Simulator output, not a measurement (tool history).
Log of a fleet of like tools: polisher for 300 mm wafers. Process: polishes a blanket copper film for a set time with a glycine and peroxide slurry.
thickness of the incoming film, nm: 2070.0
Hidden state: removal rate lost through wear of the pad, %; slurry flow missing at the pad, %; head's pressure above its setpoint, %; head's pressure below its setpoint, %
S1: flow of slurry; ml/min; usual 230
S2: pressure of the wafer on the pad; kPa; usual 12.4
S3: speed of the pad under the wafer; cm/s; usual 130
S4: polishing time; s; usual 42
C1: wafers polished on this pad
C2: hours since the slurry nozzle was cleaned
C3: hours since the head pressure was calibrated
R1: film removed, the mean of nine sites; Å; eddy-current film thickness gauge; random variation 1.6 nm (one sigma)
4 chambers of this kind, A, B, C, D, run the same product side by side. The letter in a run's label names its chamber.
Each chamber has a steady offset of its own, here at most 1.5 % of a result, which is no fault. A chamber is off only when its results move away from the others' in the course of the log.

run,hour,S1,S2,S3,S4,C1,C2,C3,R1
# hour 1.3: chamber B: worn pad replaced by a new one
1C,8.8,230,12.4,130,42,522,682.1,380.3,2189.3
# hour 14.6: chamber D: worn pad replaced by a new one
2A,23.3,230,12.4,130,42,337,549.4,199.3,2197.7
# hour 25.4: chamber C: head pressure recalibrated
3D,31.1,230,12.4,130,42,227,857.8,86.1,2202
# hour 36.4: chamber C: worn pad replaced by a new one
# hour 37: chamber C: slurry nozzle cleaned
4B,42.2,230,12.4,130,42,564,99.1,730.3,2215.3
5A,57.9,230,12.4,130,42,814,584,233.9,2203.9
# hour 65.7: chamber B: worn pad replaced by a new one
6B,71.1,230,12.4,130,42,74,128,759.2,2206.2
# hour 71.3: chamber A: worn pad replaced by a new one
7C,80.5,230,12.4,130,42,608,43.5,55.2,2158.1
# hour 82.8: chamber D: worn pad replaced by a new one
# hour 89.1: chamber D: slurry nozzle cleaned
8D,92.4,230,12.4,130,42,132,3.3,147.4,2212.4
9D,105.7,230,12.4,130,42,315,16.6,160.7,2209.6
# hour 106.8: chamber C: worn pad replaced by a new one
10B,114.7,230,12.4,130,42,675,171.6,802.8,2222
# hour 121.4: chamber B: worn pad replaced by a new one
11A,125.5,230,12.4,130,42,747,651.6,301.5,2211.7
# hour 130.1: chamber B: head pressure recalibrated
# hour 138.6: chamber A: worn pad replaced by a new one
12C,140.3,230,12.4,130,42,462,103.3,115,2172.7
13B,151.1,230,12.4,130,42,410,208,21.1,2113.1
# hour 151.9: chamber D: worn pad replaced by a new one
14D,164.9,230,15.2,130,53,179,75.8,219.9,3284.5
# hour 173: chamber C: worn pad replaced by a new one
15C,177.2,230,15.2,130,53,58,140.2,151.9,3271.2
# hour 181.3: chamber B: worn pad replaced by a new one
16A,190.8,230,15.2,130,53,719,716.9,366.8,3253.7
17B,206.5,230,15.2,130,53,348,263.4,76.5,3130.9
# hour 209.4: chamber A: worn pad replaced by a new one
18D,218.9,230,12.4,130,42,923,129.8,273.9,2208.1
# hour 224.3: chamber D: worn pad replaced by a new one
19C,229.8,230,12.4,130,42,783,192.8,204.5,2184.1
# hour 234.7: chamber C: worn pad replaced by a new one
20A,240.9,230,12.4,130,42,434,767,416.9,2196.4
# hour 248.7: chamber B: worn pad replaced by a new one
21A,255.8,230,12.4,130,42,640,781.9,431.8,2221
22C,270.8,230,12.4,130,42,497,233.8,245.5,2192.3
23D,279,230,12.4,130,42,755,189.9,334,2209.5
24B,286,230,12.4,116,35,514,342.9,156,1623.4
# hour 288.1: chamber A: worn pad replaced by a new one
# hour 297.7: chamber D: worn pad replaced by a new one
25D,301.6,230,12.4,116,35,55,212.5,356.6,1699.6
26A,311.1,230,12.4,116,35,318,837.2,487.1,1671.8

What goes on in this fleet: one chamber off, a drifting gauge, or nothing beyond the chambers' own small offsets? Name the chamber and the cause, if any.

A service left chamber B off against the others.
Cause: head's pressure below its setpoint, % = 4.88.

Here are 4 candidates for chamber B's next run, each the usual settings with a change, their results left as question marks. Which one brings its results back in line with what the others give on the usual settings?
In line means no further than this from the other chambers' mean on the usual settings: R1 56 Å
27B-1,322.5,230,12.4,124,40,,,,?
27B-2,322.5,235,13.8,130,42,,,,?
27B-3,322.5,230,12.4,132,43,,,,?
27B-4,322.5,230,12.4,124,42,,,,?

The other chambers' mean on the usual settings: R1 2200.7 Å
run,R1
27B-1,1951.1
27B-2,2318.9
27B-3,2204.8
27B-4,2048.6
27B-3 brings the chamber back in line.

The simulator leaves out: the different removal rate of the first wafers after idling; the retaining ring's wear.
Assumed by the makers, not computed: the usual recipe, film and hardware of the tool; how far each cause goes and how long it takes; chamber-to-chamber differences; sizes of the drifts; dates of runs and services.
